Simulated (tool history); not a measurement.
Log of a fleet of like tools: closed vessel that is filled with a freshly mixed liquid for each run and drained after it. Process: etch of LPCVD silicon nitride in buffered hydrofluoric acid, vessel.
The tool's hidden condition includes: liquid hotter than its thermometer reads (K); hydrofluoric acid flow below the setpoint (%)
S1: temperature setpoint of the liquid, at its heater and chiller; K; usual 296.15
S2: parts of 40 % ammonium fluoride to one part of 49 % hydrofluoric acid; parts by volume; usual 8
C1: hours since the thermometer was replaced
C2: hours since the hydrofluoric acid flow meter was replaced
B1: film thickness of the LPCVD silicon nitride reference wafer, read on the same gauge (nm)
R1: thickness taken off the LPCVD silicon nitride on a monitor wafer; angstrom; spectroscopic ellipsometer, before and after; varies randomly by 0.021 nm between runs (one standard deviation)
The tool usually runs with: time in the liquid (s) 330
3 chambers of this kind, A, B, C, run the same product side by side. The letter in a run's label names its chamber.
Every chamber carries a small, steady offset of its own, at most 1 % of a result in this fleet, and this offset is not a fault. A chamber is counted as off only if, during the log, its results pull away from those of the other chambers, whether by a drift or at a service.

Run 1C, day 0.35: usual settings; C1 529.3; C2 509.3; B1 39.984. Result: R1 57.286 angstrom.
Run 2B, day 0.629: usual settings; C1 1206.7; C2 490; B1 40.01. Result: R1 57.406 angstrom.
Run 3A, day 1.012: usual settings; C1 1399.6; C2 279.7; B1 40.005. Result: R1 57.97 angstrom.
Run 4C, day 1.433: usual settings; C1 555.3; C2 535.3; B1 39.998. Result: R1 57.565 angstrom.
Run 5A, day 1.779: usual settings; C1 1418; C2 298.1; B1 39.998. Result: R1 58.098 angstrom.
Run 6B, day 2.079: usual settings; C1 1241.5; C2 524.8; B1 40.017. Result: R1 57.112 angstrom.
Run 7A, day 2.471: usual settings; C1 1434.6; C2 314.7; B1 39.989. Result: R1 58.148 angstrom.
Run 8B, day 2.767: usual settings; C1 1258; C2 541.3; B1 39.989. Result: R1 57.316 angstrom.
Run 9C, day 2.967: usual settings; C1 592.1; C2 572.1; B1 40.019. Result: R1 57.339 angstrom.
Run 10C, day 3.304: usual settings but S1 293.65 K, time in the liquid (s) 420; C1 600.2; C2 580.2; B1 39.997. Result: R1 63.31 angstrom.
Run 11A, day 3.733: usual settings but S1 293.65 K, time in the liquid (s) 420; C1 1464.9; C2 345; B1 39.99. Result: R1 64.151 angstrom.
Run 12B, day 4.079: usual settings but S1 293.65 K, time in the liquid (s) 420; C1 1289.5; C2 572.8; B1 40.015. Result: R1 63.251 angstrom.
Run 13A, day 4.454: usual settings; C1 1482.2; C2 362.3; B1 39.996. Result: R1 58.209 angstrom.
At day 4.758: chamber B: hydrofluoric acid flow meter replaced.
Run 14C, day 4.758: usual settings; C1 635.1; C2 615.1; B1 40.005. Result: R1 57.665 angstrom.
Run 15B, day 5.029: usual settings; C1 1312.3; C2 6.6; B1 39.992. Result: R1 57.265 angstrom.
Run 16A, day 5.317: usual settings but S1 293.15 K, time in the liquid (s) 410; C1 1502.9; C2 383; B1 39.999. Result: R1 61.255 angstrom.
At day 5.692: chamber B: thermometer replaced.
Run 17C, day 5.733: usual settings but S1 293.15 K, time in the liquid (s) 410; C1 658.5; C2 638.5; B1 40.02. Result: R1 60.739 angstrom.
Run 18B, day 6.129: usual settings but S1 293.15 K, time in the liquid (s) 410; C1 10.5; C2 33; B1 40.009. Result: R1 60.626 angstrom.
Run 19C, day 6.538: usual settings; C1 677.8; C2 657.8; B1 39.979. Result: R1 57.377 angstrom.
Run 20A, day 6.917: usual settings; C1 1541.3; C2 421.4; B1 39.979. Result: R1 57.835 angstrom.
Run 21B, day 7.158: usual settings; C1 35.2; C2 57.7; B1 40.011. Result: R1 57.149 angstrom.
Run 22C, day 7.471: usual settings; C1 700.2; C2 680.2; B1 40.005. Result: R1 57.002 angstrom.
Run 23A, day 7.671: usual settings but time in the liquid (s) 430; C1 1559.4; C2 439.5; B1 39.973. Result: R1 75.172 angstrom.
Run 24B, day 7.975: usual settings but time in the liquid (s) 430; C1 54.8; C2 77.3; B1 39.999. Result: R1 74.352 angstrom.
Run 25C, day 8.296: usual settings but time in the liquid (s) 430; C1 720; C2 700; B1 40.016. Result: R1 74.988 angstrom.
Run 26B, day 8.625: usual settings; C1 70.4; C2 92.9; B1 40.005. Result: R1 57.107 angstrom.
Run 27A, day 8.892: usual settings but S2 6.5 parts by volume; C1 1588.7; C2 468.8; B1 39.999. Result: R1 72.164 angstrom.
Run 28C, day 9.188: usual settings but S2 6.5 parts by volume; C1 741.4; C2 721.4; B1 39.987. Result: R1 70.855 angstrom.
Run 29B, day 9.5: usual settings but S2 6.5 parts by volume; C1 91.4; C2 113.9; B1 40.009. Result: R1 70.958 angstrom.
Run 30A, day 9.842: usual settings but S2 7 parts by volume, time in the liquid (s) 475; C1 1611.5; C2 491.6; B1 40. Result: R1 96.975 angstrom.
Run 31C, day 10.083: usual settings but S2 7 parts by volume, time in the liquid (s) 475; C1 762.9; C2 742.9; B1 40.015. Result: R1 95.363 angstrom.

Which is it: a chamber that has drifted or been left off by a service, a gauge drift common to all chambers, or only each chamber's usual small offset? If a chamber is off, name it and its likeliest cause.

Beyond each chamber's small constant offset nothing stands out, and the gauge stays steady.
